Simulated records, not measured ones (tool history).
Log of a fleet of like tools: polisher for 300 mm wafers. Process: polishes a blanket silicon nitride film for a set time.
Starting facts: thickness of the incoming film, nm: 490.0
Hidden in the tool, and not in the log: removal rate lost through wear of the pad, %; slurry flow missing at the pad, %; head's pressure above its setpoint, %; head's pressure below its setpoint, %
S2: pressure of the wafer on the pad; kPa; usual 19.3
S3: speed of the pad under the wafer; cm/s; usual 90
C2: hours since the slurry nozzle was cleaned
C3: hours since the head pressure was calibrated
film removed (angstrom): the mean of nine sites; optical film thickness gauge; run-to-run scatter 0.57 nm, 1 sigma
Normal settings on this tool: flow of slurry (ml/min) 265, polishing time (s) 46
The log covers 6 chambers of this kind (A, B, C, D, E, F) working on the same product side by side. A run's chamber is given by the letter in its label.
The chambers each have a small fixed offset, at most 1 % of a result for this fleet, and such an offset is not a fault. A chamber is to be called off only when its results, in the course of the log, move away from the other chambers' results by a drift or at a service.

Run 1B, day 0.158: usual settings; wafers polished on this pad 292; C2 615.4; C3 149.4. Result: film removed (angstrom) 496.28.
At day 0.262: chamber E: worn pad replaced by a new one.
Run 2D, day 0.354: usual settings; wafers polished on this pad 875; C2 33.2; C3 52.8. Result: film removed (angstrom) 503.47.
Run 3E, day 0.529: usual settings; wafers polished on this pad 91; C2 404.7; C3 127.1. Result: film removed (angstrom) 492.83.
At day 0.604: chamber C: worn pad replaced by a new one.
Run 4F, day 0.783: usual settings; wafers polished on this pad 326; C2 313.9; C3 107.0. Result: film removed (angstrom) 489.22.
Run 5C, day 1.042: usual settings; wafers polished on this pad 150; C2 207.4; C3 978.1. Result: film removed (angstrom) 501.10.
Run 6A, day 1.312: usual settings; wafers polished on this pad 760; C2 641.7; C3 354.1. Result: film removed (angstrom) 508.13.
At day 1.571: chamber A: worn pad replaced by a new one.
Run 7D, day 1.583: usual settings but S2 13.1 kPa, S3 120 cm/s; wafers polished on this pad 1293; C2 62.7; C3 82.3. Result: film removed (angstrom) 434.29.
At day 1.754: chamber D: worn pad replaced by a new one.
Run 8B, day 1.900: usual settings but S2 13.1 kPa, S3 120 cm/s; wafers polished on this pad 884; C2 657.2; C3 191.2. Result: film removed (angstrom) 420.20.
At day 2.083: chamber F: slurry nozzle cleaned.
Run 9C, day 2.146: usual settings but S2 13.1 kPa, S3 120 cm/s; wafers polished on this pad 525; C2 233.9; C3 1004.6. Result: film removed (angstrom) 431.40.
Run 10F, day 2.304: usual settings but S2 13.1 kPa, S3 120 cm/s; wafers polished on this pad 843; C2 5.4; C3 143.5. Result: film removed (angstrom) 421.27.
At day 2.333: chamber B: worn pad replaced by a new one.
Run 11A, day 2.496: usual settings but S2 13.1 kPa, S3 120 cm/s; wafers polished on this pad 315; C2 670.1; C3 382.5. Result: film removed (angstrom) 422.39.
Run 12E, day 2.650: usual settings but S2 13.1 kPa, S3 120 cm/s; wafers polished on this pad 812; C2 455.6; C3 178.0. Result: film removed (angstrom) 427.83.
At day 2.662: chamber F: worn pad replaced by a new one.
Run 13E, day 2.858: usual settings; wafers polished on this pad 883; C2 460.6; C3 183.0. Result: film removed (angstrom) 497.48.
At day 2.908: chamber E: worn pad replaced by a new one.
Run 14B, day 3.162: usual settings but S3 74 cm/s; wafers polished on this pad 282; C2 687.5; C3 221.5. Result: film removed (angstrom) 421.60.
At day 3.275: chamber C: worn pad replaced by a new one.
Run 15F, day 3.362: usual settings but S3 74 cm/s; wafers polished on this pad 238; C2 30.8; C3 168.9. Result: film removed (angstrom) 422.92.
Run 16D, day 3.617: usual settings but S3 74 cm/s; wafers polished on this pad 633; C2 111.5; C3 131.1. Result: film removed (angstrom) 431.92.
Run 17C, day 3.946: usual settings but S3 74 cm/s; wafers polished on this pad 229; C2 277.1; C3 1047.8. Result: film removed (angstrom) 426.62.
At day 4.017: chamber A: worn pad replaced by a new one.
Run 18A, day 4.246: usual settings but S3 74 cm/s; wafers polished on this pad 79; C2 712.1; C3 424.5. Result: film removed (angstrom) 425.62.
At day 4.462: chamber C: slurry nozzle cleaned.
Run 19A, day 4.525: usual settings but S3 74 cm/s; wafers polished on this pad 174; C2 718.8; C3 431.2. Result: film removed (angstrom) 432.11.
Run 20C, day 4.792: usual settings; wafers polished on this pad 517; C2 8.0; C3 1068.1. Result: film removed (angstrom) 492.12.
At day 4.821: chamber E: slurry nozzle cleaned.
Run 21B, day 4.950: usual settings; wafers polished on this pad 890; C2 730.4; C3 264.4. Result: film removed (angstrom) 481.29.
At day 4.992: chamber B: slurry nozzle cleaned.
Run 22F, day 5.196: usual settings; wafers polished on this pad 861; C2 74.8; C3 212.9. Result: film removed (angstrom) 499.01.
At day 5.238: chamber F: worn pad replaced by a new one.
At day 5.325: chamber B: worn pad replaced by a new one.
Run 23E, day 5.475: usual settings but S3 78 cm/s; wafers polished on this pad 873; C2 15.7; C3 245.8. Result: film removed (angstrom) 444.66.
At day 5.504: chamber E: worn pad replaced by a new one.
At day 5.517: chamber D: worn pad replaced by a new one.
Run 24D, day 5.683: usual settings but S3 78 cm/s; wafers polished on this pad 57; C2 161.1; C3 180.7. Result: film removed (angstrom) 437.17.
At day 5.808: chamber C: worn pad replaced by a new one.
Run 25A, day 5.842: usual settings but S3 78 cm/s; wafers polished on this pad 621; C2 750.4; C3 462.8. Result: film removed (angstrom) 438.43.
Run 26D, day 6.042: usual settings but S3 78 cm/s; wafers polished on this pad 179; C2 169.7; C3 189.3. Result: film removed (angstrom) 436.37.
At day 6.246: chamber A: worn pad replaced by a new one.
Run 27E, day 6.250: usual settings but S3 78 cm/s; wafers polished on this pad 253; C2 34.3; C3 264.4. Result: film removed (angstrom) 448.00.
At day 6.446: chamber A: slurry nozzle cleaned.
Run 28C, day 6.446: usual settings but S3 78 cm/s; wafers polished on this pad 216; C2 47.7; C3 1107.8. Result: film removed (angstrom) 428.39.
Run 29F, day 6.729: usual settings; wafers polished on this pad 507; C2 111.6; C3 249.7. Result: film removed (angstrom) 500.06.
Run 30B, day 7.029: usual settings but S3 74 cm/s; wafers polished on this pad 580; C2 49.0; C3 314.3. Result: film removed (angstrom) 399.11.
Run 31F, day 7.371: usual settings but S3 74 cm/s; wafers polished on this pad 725; C2 127.0; C3 265.1. Result: film removed (angstrom) 419.19.
Run 32A, day 7.642: usual settings but S3 74 cm/s; wafers polished on this pad 475; C2 28.7; C3 506.0. Result: film removed (angstrom) 426.85.
At day 7.746: chamber B: worn pad replaced by a new one.
Run 33D, day 7.967: usual settings but S3 74 cm/s; wafers polished on this pad 833; C2 215.9; C3 235.5. Result: film removed (angstrom) 422.30.
At day 8.125: chamber F: worn pad replaced by a new one.
Run 34C, day 8.138: usual settings but S3 74 cm/s; wafers polished on this pad 792; C2 88.3; C3 1148.4. Result: film removed (angstrom) 422.55.
At day 8.238: chamber C: worn pad replaced by a new one.
At day 8.246: chamber E: worn pad replaced by a new one.
Run 35E, day 8.475: usual settings but S3 74 cm/s; wafers polished on this pad 78; C2 87.7; C3 317.8. Result: film removed (angstrom) 419.56.
At day 8.646: chamber A: worn pad replaced by a new one.
Run 36B, day 8.696: usual settings; wafers polished on this pad 323; C2 89.0; C3 354.3. Result: film removed (angstrom) 447.66.
At day 8.838: chamber D: worn pad replaced by a new one.
Run 37D, day 8.921: usual settings but flow of slurry (ml/min) 225, S3 60 cm/s; wafers polished on this pad 29; C2 238.8; C3 258.4. Result: film removed (angstrom) 343.41.
Run 38C, day 9.217: usual settings but flow of slurry (ml/min) 225, S3 60 cm/s; wafers polished on this pad 334; C2 114.2; C3 1174.3. Result: film removed (angstrom) 349.44.
Run 39A, day 9.475: usual settings but flow of slurry (ml/min) 225, S3 60 cm/s; wafers polished on this pad 282; C2 72.7; C3 550.0. Result: film removed (angstrom) 361.40.
Run 40E, day 9.688: usual settings but flow of slurry (ml/min) 225, S3 60 cm/s; wafers polished on this pad 490; C2 116.8; C3 346.9. Result: film removed (angstrom) 353.38.
Run 41B, day 9.912: usual settings but flow of slurry (ml/min) 225, S3 60 cm/s; wafers polished on this pad 737; C2 118.2; C3 383.5. Result: film removed (angstrom) 316.70.
Run 42F, day 10.079: usual settings but flow of slurry (ml/min) 225, S3 60 cm/s; wafers polished on this pad 664; C2 192.0; C3 330.1. Result: film removed (angstrom) 353.12.
Run 43D, day 10.225: usual settings; wafers polished on this pad 472; C2 270.1; C3 289.7. Result: film removed (angstrom) 491.29.
Run 44C, day 10.412: usual settings; wafers polished on this pad 740; C2 142.9; C3 1203.0. Result: film removed (angstrom) 494.27.

Which is it: a chamber that has drifted or been left off by a service, a gauge drift common to all chambers, or only each chamber's usual small offset? If a chamber is off, name it and its likeliest cause.

Chamber B drifts away from the others.
Most likely cause: head's pressure below its setpoint, % = 11.6.

Which of the 4 candidates below, each the usual settings with something changed and its results left as question marks, puts chamber B back in line with what the other chambers give on the usual settings?
In line means no further than this from the other chambers' mean on the usual settings: film removed (angstrom) 20.00
Run 45B-1, day 10.658: usual settings but S2 16.5 kPa, S3 80 cm/s. Result: film removed (angstrom) ?.
Run 45B-2, day 10.658: usual settings but S2 21.4 kPa, S3 96 cm/s, polishing time (s) 50. Result: film removed (angstrom) ?.
Run 45B-3, day 10.658: usual settings but S2 18.6 kPa, S3 86 cm/s, polishing time (s) 44. Result: film removed (angstrom) ?.
Run 45B-4, day 10.658: usual settings but S2 20.7 kPa, S3 94 cm/s, polishing time (s) 48. Result: film removed (angstrom) ?.

Other chambers, usual settings, mean: film removed (angstrom) 497.30
  run  film removed (angstrom)
45B-1                   340.72
45B-2                   551.73
45B-3                   387.92
45B-4                   504.19
Change 45B-4 lands the chamber within the allowed miss of the other chambers.
